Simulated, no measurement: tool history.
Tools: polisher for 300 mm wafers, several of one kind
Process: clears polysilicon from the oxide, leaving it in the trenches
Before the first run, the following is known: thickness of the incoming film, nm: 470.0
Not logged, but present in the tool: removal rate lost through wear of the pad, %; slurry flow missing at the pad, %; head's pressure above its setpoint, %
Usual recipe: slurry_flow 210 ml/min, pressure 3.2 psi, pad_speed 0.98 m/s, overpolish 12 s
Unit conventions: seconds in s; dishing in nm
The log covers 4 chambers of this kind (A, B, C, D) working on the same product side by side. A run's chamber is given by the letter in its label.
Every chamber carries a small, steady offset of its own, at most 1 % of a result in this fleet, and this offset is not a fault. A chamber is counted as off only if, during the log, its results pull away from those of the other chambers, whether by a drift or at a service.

run   hour  slurry_flow  pressure  pad_speed  overpolish  wafers polished on this pad  hours since the slurry nozzle was cleaned  hours since the head pressure was calibrated  seconds  dishing
       0.2  -- chamber A: worn pad replaced by a new one
       5.7  -- chamber A: slurry nozzle cleaned
 1C   13.1          210       3.2       0.98          12                          989                                       27.4                                        1023.6   33.524   54.880
 2B   22.4          210       3.2       0.98          12                          977                                       91.3                                         340.2   33.550   54.571
      27.8  -- chamber C: worn pad replaced by a new one
 3A   32.3          210       3.2       0.98          12                          494                                       26.6                                        1390.7   33.298   55.126
 4D   41.6          210       3.2       0.98          12                          818                                      254.9                                          60.3   33.732   54.870
      48.8  -- chamber B: worn pad replaced by a new one
 5D   49.6          210       3.2       0.98          12                          942                                      262.9                                          68.3   33.368   53.437
 6B   58.5          210       4.2       1.10          12                          150                                      127.4                                         376.3   22.964   59.322
      63.9  -- chamber D: worn pad replaced by a new one
 7C   65.8          210       4.2       1.10          12                          586                                       80.1                                        1076.3   22.880   58.058
      66.7  -- chamber A: worn pad replaced by a new one
      67.3  -- chamber A: head pressure recalibrated
 8A   76.9          210       4.2       1.10          12                          157                                       71.2                                           9.6   22.943   57.038
 9B   87.3          210       4.2       1.10          12                          593                                      156.2                                         405.1   22.948   56.340
      89.9  -- chamber C: worn pad replaced by a new one
10D  102.2          210       3.2       0.98          12                          590                                      315.5                                         120.9   33.700   53.623
11A  110.0          210       3.2       0.98          12                          667                                      104.3                                          42.7   33.462   56.880
12C  124.2          210       3.2       0.98          12                          529                                      138.5                                        1134.7   33.554   56.367
     129.9  -- chamber A: worn pad replaced by a new one
     132.4  -- chamber D: worn pad replaced by a new one
13A  135.5          210       4.1       0.98          12                           86                                      129.8                                          68.2   26.129   55.689
14C  145.8          210       4.1       0.98          12                          862                                      160.1                                        1156.3   26.205   55.444
     148.5  -- chamber B: worn pad replaced by a new one
15D  158.5          210       4.1       0.98          12                          402                                      371.8                                         177.2   26.294   54.635
16B  170.1          210       4.1       0.98          12                          332                                      239.0                                         487.9   26.193   57.193
     171.1  -- chamber C: worn pad replaced by a new one
17A  178.6          210       3.2       0.98          12                          750                                      172.9                                         111.3   33.237   55.950
18C  193.8          210       3.2       0.98          12                          350                                      208.1                                        1204.3   33.752   54.029
     202.9  -- chamber D: worn pad replaced by a new one
     206.5  -- chamber A: worn pad replaced by a new one
19B  209.3          210       3.2       0.98          12                          936                                      278.2                                         527.1   33.678   54.908
20D  223.5          210       3.2       0.98          12                          317                                      436.8                                         242.2   32.961   55.259
21C  237.5          210       3.2       0.98          12                         1023                                      251.8                                        1248.0   33.641   54.451
22D  244.7          210       3.2       0.98           9                          644                                      458.0                                         263.4   33.476   49.911
     245.2  -- chamber B: worn pad replaced by a new one
     248.4  -- chamber C: worn pad replaced by a new one
23B  259.2          210       3.2       0.98           9                          216                                      328.1                                         577.0   33.715   49.873
     272.0  -- chamber A: slurry nozzle cleaned
24A  274.2          210       3.2       0.98           9                         1043                                        2.2                                         206.9   33.535   51.458
     280.5  -- chamber D: worn pad replaced by a new one
     282.6  -- chamber A: worn pad replaced by a new one
25C  285.9          210       3.2       0.98           9                          577                                      300.2                                        1296.4   33.302   51.652
26A  301.1          210       3.2       0.98          12                          285                                       29.1                                         233.8   33.993   54.380
27B  316.3          210       2.5       0.98           9                         1096                                      385.2                                         634.1   43.110   47.011
28D  324.0          210       2.5       0.98           9                          671                                      537.3                                         342.7   41.980   47.316
     328.6  -- chamber C: worn pad replaced by a new one
29B  332.1          210       2.5       0.98           9                         1339                                      401.0                                         649.9   42.910   46.979
30D  341.0          210       2.5       0.98           9                          933                                      554.3                                         359.7   42.793   47.987
31A  354.7          210       3.2       0.98          12                         1110                                       82.7                                         287.4   34.026   55.431
32C  363.8          210       3.2       0.98          12                          543                                      378.1                                        1374.3   33.735   55.132

All 4 chambers run these settings next. Forecast each chamber's results:
33A  375.0          175       3.2       0.98          12                                                                                                                              ?        ?
33B  375.0          175       3.2       0.98          12                                                                                                                              ?        ?
33C  375.0          175       3.2       0.98          12                                                                                                                              ?        ?
33D  375.0          175       3.2       0.98          12                                                                                                                              ?        ?

run  seconds  dishing
33A   34.344   53.758
33B   34.517   55.008
33C   34.526   54.872
33D   34.446   55.586

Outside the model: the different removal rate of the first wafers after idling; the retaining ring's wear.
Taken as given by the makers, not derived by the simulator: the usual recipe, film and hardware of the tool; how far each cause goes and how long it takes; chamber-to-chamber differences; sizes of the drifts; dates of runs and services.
